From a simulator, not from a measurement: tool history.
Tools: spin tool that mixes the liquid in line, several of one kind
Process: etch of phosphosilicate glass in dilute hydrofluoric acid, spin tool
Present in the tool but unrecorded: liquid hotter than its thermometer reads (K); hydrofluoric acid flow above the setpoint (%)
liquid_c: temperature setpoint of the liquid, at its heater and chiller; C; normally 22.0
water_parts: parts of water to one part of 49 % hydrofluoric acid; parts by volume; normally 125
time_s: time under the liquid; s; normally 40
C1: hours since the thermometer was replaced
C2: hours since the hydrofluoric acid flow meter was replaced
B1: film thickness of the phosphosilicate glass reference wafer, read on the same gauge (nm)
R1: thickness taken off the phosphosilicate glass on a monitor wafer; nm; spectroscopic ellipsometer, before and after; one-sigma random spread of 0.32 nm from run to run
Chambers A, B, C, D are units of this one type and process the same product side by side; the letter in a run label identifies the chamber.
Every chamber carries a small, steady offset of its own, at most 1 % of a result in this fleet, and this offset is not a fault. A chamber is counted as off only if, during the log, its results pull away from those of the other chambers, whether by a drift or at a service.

Run 1A, hour 6.9: usual settings; C1 556.2; C2 253.5; B1 70.012. Result: R1 45.216 nm.
Run 2C, hour 12.3: usual settings; C1 972.7; C2 355.6; B1 69.990. Result: R1 45.461 nm.
At hour 17.6: chamber C: thermometer replaced.
Run 3B, hour 22.9: usual settings; C1 1084.3; C2 663.1; B1 70.018. Result: R1 45.265 nm.
Run 4D, hour 28.6: usual settings; C1 1743.5; C2 642.6; B1 69.961. Result: R1 45.993 nm.
Run 5D, hour 36.5: usual settings; C1 1751.4; C2 650.5; B1 69.974. Result: R1 46.352 nm.
Run 6B, hour 45.4: usual settings; C1 1106.8; C2 685.6; B1 70.002. Result: R1 46.374 nm.
Run 7C, hour 51.2: usual settings; C1 33.7; C2 394.5; B1 69.988. Result: R1 45.149 nm.
Run 8A, hour 57.8: usual settings; C1 607.1; C2 304.4; B1 70.026. Result: R1 45.688 nm.
Run 9D, hour 63.5: usual settings but liquid_c 20.5 C; C1 1778.4; C2 677.5; B1 70.017. Result: R1 43.491 nm.
Run 10B, hour 68.7: usual settings but liquid_c 20.5 C; C1 1130.1; C2 708.9; B1 69.975. Result: R1 43.884 nm.
Run 11A, hour 74.8: usual settings but liquid_c 20.5 C; C1 624.1; C2 321.4; B1 70.010. Result: R1 42.680 nm.
Run 12C, hour 86.1: usual settings but liquid_c 20.5 C; C1 68.6; C2 429.4; B1 70.005. Result: R1 43.086 nm.
Run 13A, hour 92.4: usual settings but water_parts 75 parts by volume; C1 641.7; C2 339.0; B1 69.997. Result: R1 79.773 nm.
Run 14B, hour 99.9: usual settings but water_parts 75 parts by volume; C1 1161.3; C2 740.1; B1 69.989. Result: R1 83.205 nm.
Run 15D, hour 106.9: usual settings but water_parts 75 parts by volume; C1 1821.8; C2 720.9; B1 70.032. Result: R1 80.622 nm.
At hour 113.7: chamber D: thermometer replaced.
Run 16C, hour 117.1: usual settings but water_parts 75 parts by volume; C1 99.6; C2 460.4; B1 69.986. Result: R1 79.895 nm.
Run 17A, hour 125.9: usual settings but water_parts 100 parts by volume; C1 675.2; C2 372.5; B1 69.990. Result: R1 57.899 nm.
Run 18D, hour 137.4: usual settings but water_parts 100 parts by volume; C1 23.7; C2 751.4; B1 69.955. Result: R1 58.071 nm.
Run 19C, hour 148.2: usual settings but water_parts 100 parts by volume; C1 130.7; C2 491.5; B1 70.029. Result: R1 58.225 nm.
Run 20B, hour 154.2: usual settings but water_parts 100 parts by volume; C1 1215.6; C2 794.4; B1 70.006. Result: R1 61.615 nm.
Run 21B, hour 165.6: usual settings; C1 1227.0; C2 805.8; B1 70.001. Result: R1 48.297 nm.
Run 22D, hour 171.5: usual settings but water_parts 85 parts by volume; C1 57.8; C2 785.5; B1 69.995. Result: R1 70.876 nm.
Run 23C, hour 183.4: usual settings but water_parts 85 parts by volume; C1 165.9; C2 526.7; B1 69.979. Result: R1 70.095 nm.
Run 24A, hour 191.2: usual settings but water_parts 85 parts by volume; C1 740.5; C2 437.8; B1 69.988. Result: R1 69.868 nm.
Run 25B, hour 196.9: usual settings but water_parts 85 parts by volume; C1 1258.3; C2 837.1; B1 69.992. Result: R1 74.393 nm.
Run 26D, hour 205.2: usual settings but liquid_c 26.5 C, time_s 50 s; C1 91.5; C2 819.2; B1 70.013. Result: R1 68.030 nm.
Run 27A, hour 212.9: usual settings but liquid_c 26.5 C, time_s 50 s; C1 762.2; C2 459.5; B1 69.992. Result: R1 67.340 nm.
Run 28C, hour 222.3: usual settings but liquid_c 26.5 C, time_s 50 s; C1 204.8; C2 565.6; B1 69.986. Result: R1 67.802 nm.
Run 29B, hour 231.3: usual settings but liquid_c 26.5 C, time_s 50 s; C1 1292.7; C2 871.5; B1 69.988. Result: R1 73.245 nm.

Next, all 4 chambers run the settings below, one line each with question marks for the results. What does each chamber give?
Run 30A, hour 239.9: usual settings. Result: R1 ?.
Run 30B, hour 239.9: usual settings. Result: R1 ?.
Run 30C, hour 239.9: usual settings. Result: R1 ?.
Run 30D, hour 239.9: usual settings. Result: R1 ?.

run      R1
30A  45.740
30B  49.951
30C  45.554
30D  45.716
